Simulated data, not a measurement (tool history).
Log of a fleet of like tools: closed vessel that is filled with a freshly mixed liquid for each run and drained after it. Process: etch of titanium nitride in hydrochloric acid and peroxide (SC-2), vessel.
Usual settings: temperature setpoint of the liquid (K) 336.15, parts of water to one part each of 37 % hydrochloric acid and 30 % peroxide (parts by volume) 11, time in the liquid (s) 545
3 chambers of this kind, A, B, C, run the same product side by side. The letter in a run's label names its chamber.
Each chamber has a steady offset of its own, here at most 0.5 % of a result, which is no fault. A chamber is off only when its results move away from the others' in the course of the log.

run   hour  temperature setpoint of the liquid (K)  parts of water to one part each of 37 % hydrochloric acid and 30 % peroxide (parts by volume)  time in the liquid (s)  read-back film thickness of the titanium nitride reference wafer, read on the same gauge (nm)  thickness taken off the titanium nitride on a monitor wafer (nm)
 1B    6.6                                  336.15                                                                                             11                     545                                                                                         40.035                                                            22.513
 2A   13.3                                  336.15                                                                                             11                     545                                                                                         40.006                                                            22.426
 3C     18                                  336.15                                                                                             11                     545                                                                                         40.006                                                            22.572
 4A   22.5                                  336.15                                                                                             11                     545                                                                                          39.99                                                            22.391
 5B   29.6                                  326.65                                                                                             11                     545                                                                                         40.007                                                            12.362
 6C   36.4                                  326.65                                                                                             11                     545                                                                                         40.038                                                            12.214
 7B   40.8                                  326.65                                                                                             11                     545                                                                                         39.988                                                            12.392
 8C     48                                  336.15                                                                                             11                     545                                                                                         39.995                                                            22.594
 9A   53.4                                  336.15                                                                                             11                     545                                                                                         39.992                                                            22.406
10C   57.2                                  333.15                                                                                              9                     545                                                                                         40.028                                                            21.954
11A   63.4                                  333.15                                                                                              9                     545                                                                                         39.998                                                            21.905
12B   70.1                                  333.15                                                                                              9                     545                                                                                         39.994                                                            22.134
13A   74.4                                  336.15                                                                                             11                     545                                                                                         39.986                                                            22.473
14B   77.5                                  336.15                                                                                             11                     545                                                                                         40.006                                                            22.363
        78  -- chamber C: new drum of peroxide connected
15C   84.9                                  336.15                                                                                             11                     545                                                                                         40.037                                                            22.564
16A   88.5                                  336.15                                                                                             11                     545                                                                                         40.009                                                             22.36
17C   92.7                                  336.15                                                                                             11                     545                                                                                         40.001                                                             22.56
18B   96.1                                  336.15                                                                                             11                     545                                                                                         39.994                                                            22.533
19B  101.7                                  336.15                                                                                             11                     545                                                                                         39.986                                                            22.498
20C  108.9                                  336.15                                                                                             11                     545                                                                                         40.005                                                            22.472
21A  114.3                                  336.15                                                                                             11                     545                                                                                         40.019                                                            22.117
22C  121.3                                  336.15                                                                                             11                     545                                                                                         39.998                                                            22.581
23B  127.5                                  336.15                                                                                             11                     730                                                                                         39.977                                                            30.136
24A  133.1                                  336.15                                                                                             11                     730                                                                                         40.004                                                            29.501
25B  137.4                                  336.15                                                                                             11                     730                                                                                         40.024                                                            30.221
26A  142.8                                  336.15                                                                                             11                     545                                                                                         39.994                                                             22.09
27C    147                                  336.15                                                                                             11                     545                                                                                         39.997                                                            22.592
28B    152                                  336.15                                                                                             11                     545                                                                                         40.003                                                            22.442
29C  156.7                                  336.15                                                                                             11                     545                                                                                         40.002                                                            22.695
30A  163.3                                  343.65                                                                                             11                     290                                                                                         39.992                                                            18.208
31A  166.5                                  343.65                                                                                             11                     290                                                                                         39.986                                                            18.257
32C  170.6                                  343.65                                                                                             11                     290                                                                                          40.01                                                            18.932
33B  176.6                                  336.15                                                                                             11                     545                                                                                         39.984                                                            22.674
34B  179.9                                  336.15                                                                                             11                     545                                                                                         40.013                                                            22.443
35C  184.7                                  336.15                                                                                             11                     545                                                                                         40.011                                                            22.513
36A  188.3                                  336.15                                                                                             11                     545                                                                                         39.998                                                            21.591
37A  193.1                                  336.15                                                                                             11                     545                                                                                         39.995                                                            21.581
38B  199.4                                  336.15                                                                                             11                     545                                                                                         39.994                                                            22.537
39C    204                                  327.65                                                                                             11                     545                                                                                          39.99                                                            13.058
40A  211.1                                  327.65                                                                                             11                     545                                                                                         39.997                                                            12.499

What goes on in this fleet: one chamber off, a drifting gauge, or nothing beyond the chambers' own small offsets? Name the chamber and the cause, if any.

Chamber A drifts away from the others.
Cause: peroxide weaker than its label (%) = 4.96.
The log may not tell that from: liquid colder than its thermometer reads (K); chemicals flow below the setpoint (%).

Here are 4 candidates for chamber A's next run, each the usual settings with a change, their results left as question marks. Which one brings its results back in line with what the others give on the usual settings?
In line means no further than this from the other chambers' mean on the usual settings: thickness taken off the titanium nitride on a monitor wafer (nm) 0.27
41A-1  216.4                                  335.65                                                                                             11                     535                                                                                                                                                                ?
41A-2  216.4                                  336.15                                                                                             11                     495                                                                                                                                                                ?
41A-3  216.4                                  337.65                                                                                             11                     545                                                                                                                                                                ?
41A-4  216.4                                  336.65                                                                                             11                     555                                                                                                                                                                ?

The other chambers' mean on the usual settings: thickness taken off the titanium nitride on a monitor wafer (nm) 22.54
  run  thickness taken off the titanium nitride on a monitor wafer (nm)
41A-1                                                            20.379
41A-2                                                            19.446
41A-3                                                            23.474
41A-4                                                            22.484
41A-4 brings the chamber back in line.
